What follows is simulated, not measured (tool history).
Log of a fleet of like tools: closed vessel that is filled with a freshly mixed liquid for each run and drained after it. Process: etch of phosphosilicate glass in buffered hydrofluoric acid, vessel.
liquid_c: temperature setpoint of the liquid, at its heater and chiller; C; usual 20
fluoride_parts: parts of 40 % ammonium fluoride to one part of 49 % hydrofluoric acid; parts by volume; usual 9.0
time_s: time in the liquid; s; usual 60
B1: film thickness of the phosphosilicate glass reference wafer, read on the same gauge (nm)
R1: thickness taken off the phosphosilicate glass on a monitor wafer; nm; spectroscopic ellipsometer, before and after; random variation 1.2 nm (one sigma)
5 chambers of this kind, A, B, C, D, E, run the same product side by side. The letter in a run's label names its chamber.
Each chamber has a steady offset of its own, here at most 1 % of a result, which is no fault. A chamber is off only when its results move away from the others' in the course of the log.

Run 1B, day 0.275: usual settings; B1 30.000. Result: R1 389.46 nm.
Run 2A, day 0.550: usual settings; B1 30.017. Result: R1 390.85 nm.
Run 3E, day 0.821: usual settings; B1 30.002. Result: R1 388.35 nm.
Run 4D, day 0.975: usual settings; B1 29.978. Result: R1 386.15 nm.
Run 5C, day 1.300: usual settings; B1 30.032. Result: R1 386.45 nm.
Run 6D, day 1.458: usual settings; B1 30.010. Result: R1 387.48 nm.
Run 7C, day 1.712: usual settings; B1 30.019. Result: R1 387.97 nm.
Run 8B, day 1.950: usual settings; B1 30.012. Result: R1 390.53 nm.
Run 9A, day 2.142: usual settings; B1 30.013. Result: R1 390.74 nm.
Run 10E, day 2.462: usual settings; B1 30.007. Result: R1 390.98 nm.
Run 11D, day 2.688: usual settings but fluoride_parts 6.5 parts by volume, time_s 75 s; B1 30.002. Result: R1 677.48 nm.
Run 12C, day 2.888: usual settings but fluoride_parts 6.5 parts by volume, time_s 75 s; B1 30.007. Result: R1 679.37 nm.
Run 13A, day 3.221: usual settings but fluoride_parts 6.5 parts by volume, time_s 75 s; B1 29.984. Result: R1 677.64 nm.
Run 14E, day 3.388: usual settings but fluoride_parts 6.5 parts by volume, time_s 75 s; B1 30.014. Result: R1 679.49 nm.
Run 15B, day 3.662: usual settings but fluoride_parts 6.5 parts by volume, time_s 75 s; B1 30.026. Result: R1 675.29 nm.
Run 16B, day 3.821: usual settings; B1 30.017. Result: R1 387.09 nm.
Run 17E, day 4.050: usual settings; B1 29.982. Result: R1 390.36 nm.
Run 18D, day 4.362: usual settings; B1 30.021. Result: R1 386.80 nm.
Run 19C, day 4.596: usual settings; B1 29.973. Result: R1 386.45 nm.
Run 20A, day 4.825: usual settings; B1 30.002. Result: R1 390.22 nm.
Run 21B, day 5.104: usual settings; B1 29.980. Result: R1 385.83 nm.
Run 22A, day 5.421: usual settings; B1 30.041. Result: R1 390.43 nm.
Run 23E, day 5.604: usual settings but liquid_c 22 C; B1 30.003. Result: R1 433.25 nm.
Run 24C, day 5.788: usual settings but liquid_c 22 C; B1 29.995. Result: R1 434.43 nm.
Run 25D, day 6.108: usual settings but liquid_c 22 C; B1 30.007. Result: R1 432.04 nm.
Run 26E, day 6.388: usual settings but liquid_c 22 C; B1 30.009. Result: R1 436.07 nm.
Run 27D, day 6.646: usual settings but liquid_c 22 C; B1 30.018. Result: R1 432.55 nm.
Run 28C, day 6.804: usual settings but fluoride_parts 7.5 parts by volume, time_s 35 s; B1 30.015. Result: R1 273.66 nm.
Run 29B, day 7.096: usual settings but fluoride_parts 7.5 parts by volume, time_s 35 s; B1 29.985. Result: R1 263.27 nm.
Run 30A, day 7.312: usual settings but fluoride_parts 7.5 parts by volume, time_s 35 s; B1 30.039. Result: R1 276.90 nm.
Run 31C, day 7.542: usual settings but fluoride_parts 7.5 parts by volume, time_s 35 s; B1 30.036. Result: R1 275.02 nm.
Run 32E, day 7.700: usual settings but fluoride_parts 7.5 parts by volume, time_s 35 s; B1 30.004. Result: R1 276.03 nm.
Run 33B, day 8.017: usual settings but time_s 85 s; B1 29.978. Result: R1 535.35 nm.
Run 34A, day 8.221: usual settings but time_s 85 s; B1 29.984. Result: R1 551.21 nm.
Run 35D, day 8.454: usual settings but time_s 85 s; B1 30.000. Result: R1 549.64 nm.

All 5 chambers run these settings next. Forecast each chamber's results:
Run 36A, day 8.704: usual settings. Result: R1 ?.
Run 36B, day 8.704: usual settings. Result: R1 ?.
Run 36C, day 8.704: usual settings. Result: R1 ?.
Run 36D, day 8.704: usual settings. Result: R1 ?.
Run 36E, day 8.704: usual settings. Result: R1 ?.

run      R1
36A  389.33
36B  374.37
36C  386.79
36D  386.68
36E  388.50

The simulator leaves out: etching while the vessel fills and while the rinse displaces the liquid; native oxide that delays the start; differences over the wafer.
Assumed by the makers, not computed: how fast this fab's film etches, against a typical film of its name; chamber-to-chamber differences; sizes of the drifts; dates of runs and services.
